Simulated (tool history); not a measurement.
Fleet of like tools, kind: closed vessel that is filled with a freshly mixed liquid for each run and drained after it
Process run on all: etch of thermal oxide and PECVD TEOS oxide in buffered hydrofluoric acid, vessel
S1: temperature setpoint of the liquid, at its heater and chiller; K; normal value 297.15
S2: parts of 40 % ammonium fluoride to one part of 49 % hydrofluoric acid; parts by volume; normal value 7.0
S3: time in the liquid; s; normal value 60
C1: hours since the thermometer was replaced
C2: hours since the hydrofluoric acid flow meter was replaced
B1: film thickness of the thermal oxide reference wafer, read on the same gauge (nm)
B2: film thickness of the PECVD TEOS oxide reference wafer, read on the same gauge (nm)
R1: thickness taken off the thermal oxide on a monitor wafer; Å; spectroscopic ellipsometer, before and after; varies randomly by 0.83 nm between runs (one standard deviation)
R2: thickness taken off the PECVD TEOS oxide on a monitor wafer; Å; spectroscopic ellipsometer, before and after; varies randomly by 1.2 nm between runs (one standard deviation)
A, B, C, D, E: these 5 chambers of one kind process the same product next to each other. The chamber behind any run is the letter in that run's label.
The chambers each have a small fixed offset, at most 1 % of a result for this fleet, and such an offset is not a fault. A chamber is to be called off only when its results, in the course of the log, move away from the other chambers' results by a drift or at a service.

run	day	S1	S2	S3	C1	C2	B1	B2	R1	R2
1E	0.442	297.15	7.0	60	749.3	1121.1	40.047	150.04	974.90	1191.10
2A	0.729	297.15	7.0	60	34.8	979.2	39.991	150.03	989.38	1206.10
3C	1.171	297.15	7.0	60	335.4	854.5	39.980	149.99	980.83	1199.20
4D	1.662	297.15	7.0	60	1865.2	111.6	39.962	149.98	965.43	1205.30
5B	2.179	297.15	7.0	60	570.1	97.0	39.996	149.99	961.41	1212.60
6D	2.650	297.15	7.0	60	1888.9	135.3	40.026	149.99	992.81	1204.80
7A	2.962	297.15	7.0	60	88.4	1032.8	40.008	150.01	988.39	1204.80
8C	3.342	297.15	7.0	60	387.5	906.6	39.981	150.01	979.96	1203.40
9E	3.812	297.15	7.0	60	830.2	1202.0	39.950	149.97	968.00	1171.60
10B	4.112	297.15	7.0	60	616.5	143.4	39.962	149.98	963.67	1212.60
11D	4.425	297.15	7.0	60	1931.5	177.9	39.986	149.97	984.31	1173.70
12C	4.696	297.15	7.0	60	420.0	939.1	40.007	149.99	984.67	1224.30
13E	5.012	297.15	7.0	60	859.0	1230.8	40.003	150.01	967.49	1193.00
14B	5.429	297.15	7.0	60	648.1	175.0	40.003	149.99	966.33	1207.90
15A	5.767	297.15	7.0	60	155.7	1100.1	40.017	150.00	976.90	1212.10
16A	6.288	297.15	7.0	60	168.2	1112.6	39.995	150.00	976.00	1201.90
17E	6.538	297.15	7.0	60	895.6	1267.4	39.999	149.98	978.78	1196.80
# day 6.733: chamber A: hydrofluoric acid flow meter replaced
18D	6.871	297.15	7.0	60	1990.2	236.6	39.967	149.98	972.17	1193.40
19C	7.246	297.15	7.0	60	481.2	1000.3	39.991	149.98	985.74	1200.10
20B	7.588	297.15	7.0	60	699.9	226.8	40.006	149.98	968.67	1224.10
21C	7.850	297.15	5.0	60	495.7	1014.8	39.990	150.05	1317.40	1601.90
22A	8.117	297.15	5.0	60	212.1	33.3	40.010	150.01	1283.60	1588.60
23D	8.492	297.15	5.0	60	2029.1	275.5	40.005	150.00	1305.50	1607.60
24B	8.842	297.15	5.0	60	730.0	256.9	39.995	150.05	1311.50	1610.70
25E	9.283	297.15	5.0	60	961.5	1333.3	40.007	149.99	1292.80	1598.60
26B	9.675	297.15	7.0	60	750.0	276.9	40.000	150.00	967.37	1180.40
27C	10.196	297.15	7.0	60	552.0	1071.1	40.006	149.98	985.45	1209.90
28E	10.621	297.15	7.0	60	993.6	1365.4	39.980	150.00	977.83	1192.90
29A	11.025	297.15	7.0	60	281.9	103.1	40.006	149.99	987.75	1204.70
30D	11.446	297.15	5.5	70	2100.0	346.4	39.993	149.99	1393.00	1721.60
31A	11.975	297.15	5.5	70	304.7	125.9	39.993	150.01	1406.50	1731.50
32E	12.333	297.15	5.5	70	1034.7	1406.5	39.948	150.00	1400.10	1724.10
33D	12.767	297.15	5.5	70	2131.7	378.1	39.953	149.99	1399.30	1731.10
34B	13.025	297.15	5.5	70	830.4	357.3	39.994	150.00	1401.40	1726.40
35C	13.550	297.15	7.0	60	632.5	1151.6	39.993	149.96	970.34	1192.80
36D	14.025	297.15	7.0	60	2161.9	408.3	39.963	150.00	966.19	1196.60
37B	14.367	297.15	7.0	60	862.6	389.5	39.970	150.03	963.82	1204.60
38E	14.858	297.15	7.0	60	1095.3	1467.1	39.974	149.96	968.69	1202.60

All 5 chambers run these settings next. Forecast each chamber's results:
39A	15.262	297.15	8.5	60					?	?
39B	15.262	297.15	8.5	60					?	?
39C	15.262	297.15	8.5	60					?	?
39D	15.262	297.15	8.5	60					?	?
39E	15.262	297.15	8.5	60					?	?

run	R1	R2
39A	787.00	972.31
39B	792.17	979.73
39C	804.11	972.05
39D	787.22	975.56
39E	787.64	981.24
